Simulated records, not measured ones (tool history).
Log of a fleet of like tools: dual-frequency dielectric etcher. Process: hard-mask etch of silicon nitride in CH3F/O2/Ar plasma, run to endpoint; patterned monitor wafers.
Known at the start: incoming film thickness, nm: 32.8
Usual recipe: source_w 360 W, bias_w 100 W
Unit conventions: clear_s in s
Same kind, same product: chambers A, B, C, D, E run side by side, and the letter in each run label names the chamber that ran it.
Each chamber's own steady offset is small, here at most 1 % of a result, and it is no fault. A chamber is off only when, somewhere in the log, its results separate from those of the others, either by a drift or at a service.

run   hour  source_w  bias_w  hours since the last wet clean  hours since the last source power generator calibration  hours since the last bias power generator calibration  clear_s
 1A    5.9       360     100                           602.3                                                    209.3                                                 2379.3   44.236
 2B   11.8       360     100                           210.7                                                   2097.3                                                   50.7   43.814
 3D   19.8       360     100                           218.3                                                     3121                                                  141.3    43.98
 4E     28       360     100                           300.9                                                      656                                                 1917.4   43.893
 5C   34.9       360     100                             294                                                   2381.6                                                 1322.5   43.957
 6C   39.5       360     100                           298.6                                                   2386.2                                                 1327.1   43.469
 7B   44.3       360     100                           243.2                                                   2129.8                                                   83.2   44.496
 8A   49.5       360     100                           645.9                                                    252.9                                                 2422.9   44.501
 9E   56.6       360     100                           329.5                                                    684.6                                                   1946   44.004
10D     61       360     100                           259.5                                                   3162.2                                                  182.5   43.526
11C   68.9       360     100                             328                                                   2415.6                                                 1356.5   43.404
      71.7  -- chamber A: wet clean of the chamber
12D   75.1       360     100                           273.6                                                   3176.3                                                  196.6   44.024
13B     79       360     100                           277.9                                                   2164.5                                                  117.9   43.953
14A     84       360     100                            12.3                                                    287.4                                                 2457.4   43.836
15E   88.4       360     100                           361.3                                                    716.4                                                 1977.8   44.253
16E   96.8       360     100                           369.7                                                    724.8                                                 1986.2   44.347
17C  102.5       360      90                           361.6                                                   2449.2                                                 1390.1   44.724
18A    107       360      90                            35.3                                                    310.4                                                 2480.4   46.012
19B  113.2       360      90                           312.1                                                   2198.7                                                  152.1   45.927
20D    119       360      90                           317.5                                                   3220.2                                                  240.5   45.605
21C    123       360      90                           382.1                                                   2469.7                                                 1410.6   44.563
22B  127.6       430      81                           326.5                                                   2213.1                                                  166.5   44.355
23A  131.9       430      81                            60.2                                                    335.3                                                 2505.3   44.327
24E  140.1       430      81                             413                                                    768.1                                                 2029.5   44.755
     143.9  -- chamber E: wet clean of the chamber
25D  144.8       430      81                           343.3                                                     3246                                                  266.3   43.979
26C  151.7       430      81                           410.8                                                   2498.4                                                 1439.3   42.894
27B  156.9       360     100                           355.8                                                   2242.4                                                  195.8   44.261
28D  162.6       360     100                           361.1                                                   3263.8                                                  284.1    43.53
29E  170.1       360     100                            26.3                                                    798.1                                                 2059.5   44.334
30A  174.6       360     100                           102.9                                                      378                                                   2548   44.195
31C  180.5       360     100                           439.6                                                   2527.2                                                 1468.1   41.773
32E  188.4       360     100                            44.6                                                    816.4                                                 2077.8   43.975
33D  196.8       360     100                           395.3                                                     3298                                                  318.3   43.899
34B  205.2       360     100                           404.1                                                   2290.7                                                  244.1   44.137
35A  209.1       360     100                           137.4                                                    412.5                                                 2582.5   43.828
36C  217.8       360     100                           476.9                                                   2564.5                                                 1505.4   41.619
37D  224.5       360     100                             423                                                   3325.7                                                    346   43.838
38E  232.9       360     100                            89.1                                                    860.9                                                 2122.3   44.098
39B  238.4       360     100                           437.3                                                   2323.9                                                  277.3   44.343

Which is it: a chamber that has drifted or been left off by a service, a gauge drift common to all chambers, or only each chamber's usual small offset? If a chamber is off, name it and its likeliest cause.

One chamber, C, drifts off from the rest bit by bit.
Most likely cause: etch rate over this chamber's usual, % = 4.85.

Chamber C could run next with any of the 4 candidate recipes listed below; each alters the usual settings, and their results appear as question marks. Which one brings its results back in line with what the other chambers deliver on the usual settings?
In line means no further than this from the other chambers' mean on the usual settings: clear_s 0.69 s
40C-1  244.9       410     113                                                                                                                                                        ?
40C-2  244.9       390     108                                                                                                                                                        ?
40C-3  244.9       330      92                                                                                                                                                        ?
40C-4  244.9       320      88                                                                                                                                                        ?

Usual-settings mean across the other chambers: clear_s 44.07 s
  run  clear_s
40C-1   37.758
40C-2   39.125
40C-3   44.195
40C-4   45.443
40C-3 puts the chamber back in line with the other chambers.
